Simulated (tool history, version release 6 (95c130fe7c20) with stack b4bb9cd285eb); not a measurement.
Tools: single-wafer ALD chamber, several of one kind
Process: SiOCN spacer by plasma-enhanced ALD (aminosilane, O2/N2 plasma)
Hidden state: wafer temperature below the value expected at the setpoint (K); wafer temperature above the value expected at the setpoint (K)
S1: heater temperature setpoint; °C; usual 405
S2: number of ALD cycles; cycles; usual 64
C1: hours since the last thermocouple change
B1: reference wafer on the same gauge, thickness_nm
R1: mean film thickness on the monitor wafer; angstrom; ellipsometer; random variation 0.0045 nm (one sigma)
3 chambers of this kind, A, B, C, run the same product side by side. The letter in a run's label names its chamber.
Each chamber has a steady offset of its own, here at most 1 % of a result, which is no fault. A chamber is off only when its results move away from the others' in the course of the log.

{"run": "1C", "hour": 5.3, "S1": 405, "S2": 64, "C1": 1718.6, "B1": 4.5182, "R1": 38.308}
{"run": "2A", "hour": 11.6, "S1": 405, "S2": 64, "C1": 182.1, "B1": 4.5168, "R1": 38.084}
{"run": "3B", "hour": 16.8, "S1": 405, "S2": 64, "C1": 2239.9, "B1": 4.5176, "R1": 38.067}
{"run": "4B", "hour": 22.7, "S1": 405, "S2": 64, "C1": 2245.8, "B1": 4.5164, "R1": 37.938}
{"run": "5C", "hour": 27.6, "S1": 405, "S2": 64, "C1": 1740.9, "B1": 4.5166, "R1": 38.237}
{"run": "6A", "hour": 32.4, "S1": 405, "S2": 64, "C1": 202.9, "B1": 4.5147, "R1": 38.053}
{"run": "7B", "hour": 39.2, "S1": 405, "S2": 64, "C1": 2262.3, "B1": 4.5155, "R1": 37.945}
{"run": "8C", "hour": 43.4, "S1": 405, "S2": 64, "C1": 1756.7, "B1": 4.5142, "R1": 38.204}
{"run": "9A", "hour": 46.9, "S1": 405, "S2": 64, "C1": 217.4, "B1": 4.513, "R1": 38.047}
{"run": "10C", "hour": 53.7, "S1": 405, "S2": 64, "C1": 1767, "B1": 4.5136, "R1": 38.242}
{"run": "11B", "hour": 60.0, "S1": 405, "S2": 64, "C1": 2283.1, "B1": 4.5117, "R1": 38.032}
{"run": "12A", "hour": 65.4, "S1": 394, "S2": 53, "C1": 235.9, "B1": 4.5105, "R1": 31.941}
{"run": "13A", "hour": 70.3, "S1": 394, "S2": 53, "C1": 240.8, "B1": 4.51, "R1": 31.919}
{"run": "14B", "hour": 73.7, "S1": 394, "S2": 53, "C1": 2296.8, "B1": 4.5112, "R1": 31.896}
{"run": "15C", "hour": 77.0, "S1": 405, "S2": 57, "C1": 1790.3, "B1": 4.5106, "R1": 33.985}
{"run": "16A", "hour": 80.2, "S1": 405, "S2": 57, "C1": 250.7, "B1": 4.5082, "R1": 33.848}
{"run": "17C", "hour": 85.6, "S1": 405, "S2": 57, "C1": 1798.9, "B1": 4.5084, "R1": 34.044}
{"run": "18B", "hour": 88.8, "S1": 405, "S2": 64, "C1": 2311.9, "B1": 4.5094, "R1": 37.9}
{"run": "19A", "hour": 94.9, "S1": 405, "S2": 64, "C1": 265.4, "B1": 4.5091, "R1": 37.934}
{"run": "20C", "hour": 100.7, "S1": 405, "S2": 64, "C1": 1814, "B1": 4.5083, "R1": 38.17}
{"run": "21B", "hour": 107.0, "S1": 405, "S2": 64, "C1": 2330.1, "B1": 4.5061, "R1": 37.943}
{"run": "22C", "hour": 110.6, "S1": 405, "S2": 64, "C1": 1823.9, "B1": 4.5073, "R1": 38.207}
{"run": "23B", "hour": 114.6, "S1": 405, "S2": 64, "C1": 2337.7, "B1": 4.5057, "R1": 37.845}
{"run": "24A", "hour": 120.6, "S1": 405, "S2": 64, "C1": 291.1, "B1": 4.5044, "R1": 37.988}
{"run": "25B", "hour": 125.9, "S1": 405, "S2": 64, "C1": 2349, "B1": 4.5048, "R1": 37.94}
{"hour": 126.6, "done": "chamber B: thermocouple changed; heater temperature recalibrated"}
{"run": "26C", "hour": 131.4, "S1": 405, "S2": 64, "C1": 1844.7, "B1": 4.5027, "R1": 38.197}
{"run": "27A", "hour": 135.4, "S1": 405, "S2": 64, "C1": 305.9, "B1": 4.5025, "R1": 38.044}
{"run": "28C", "hour": 141.2, "S1": 405, "S2": 64, "C1": 1854.5, "B1": 4.5026, "R1": 38.041}
{"run": "29B", "hour": 147.0, "S1": 405, "S2": 64, "C1": 20.5, "B1": 4.5003, "R1": 37.842}
{"run": "30A", "hour": 150.5, "S1": 405, "S2": 64, "C1": 321, "B1": 4.4996, "R1": 38.021}
{"hour": 156.2, "done": "chamber C: thermocouple changed; heater temperature recalibrated"}
{"run": "31A", "hour": 157.2, "S1": 405, "S2": 64, "C1": 327.7, "B1": 4.5004, "R1": 37.967}
{"run": "32C", "hour": 163.4, "S1": 405, "S2": 64, "C1": 7.2, "B1": 4.4991, "R1": 37.994}
{"run": "33B", "hour": 166.8, "S1": 405, "S2": 64, "C1": 40.3, "B1": 4.498, "R1": 37.869}

All 3 chambers run these settings next. Forecast each chamber's results:
{"run": "34A", "hour": 171.8, "S1": 405, "S2": 64, "R1": "?"}
{"run": "34B", "hour": 171.8, "S1": 405, "S2": 64, "R1": "?"}
{"run": "34C", "hour": 171.8, "S1": 405, "S2": 64, "R1": "?"}

run=34A R1=37.92
run=34B R1=37.923
run=34C R1=38.041
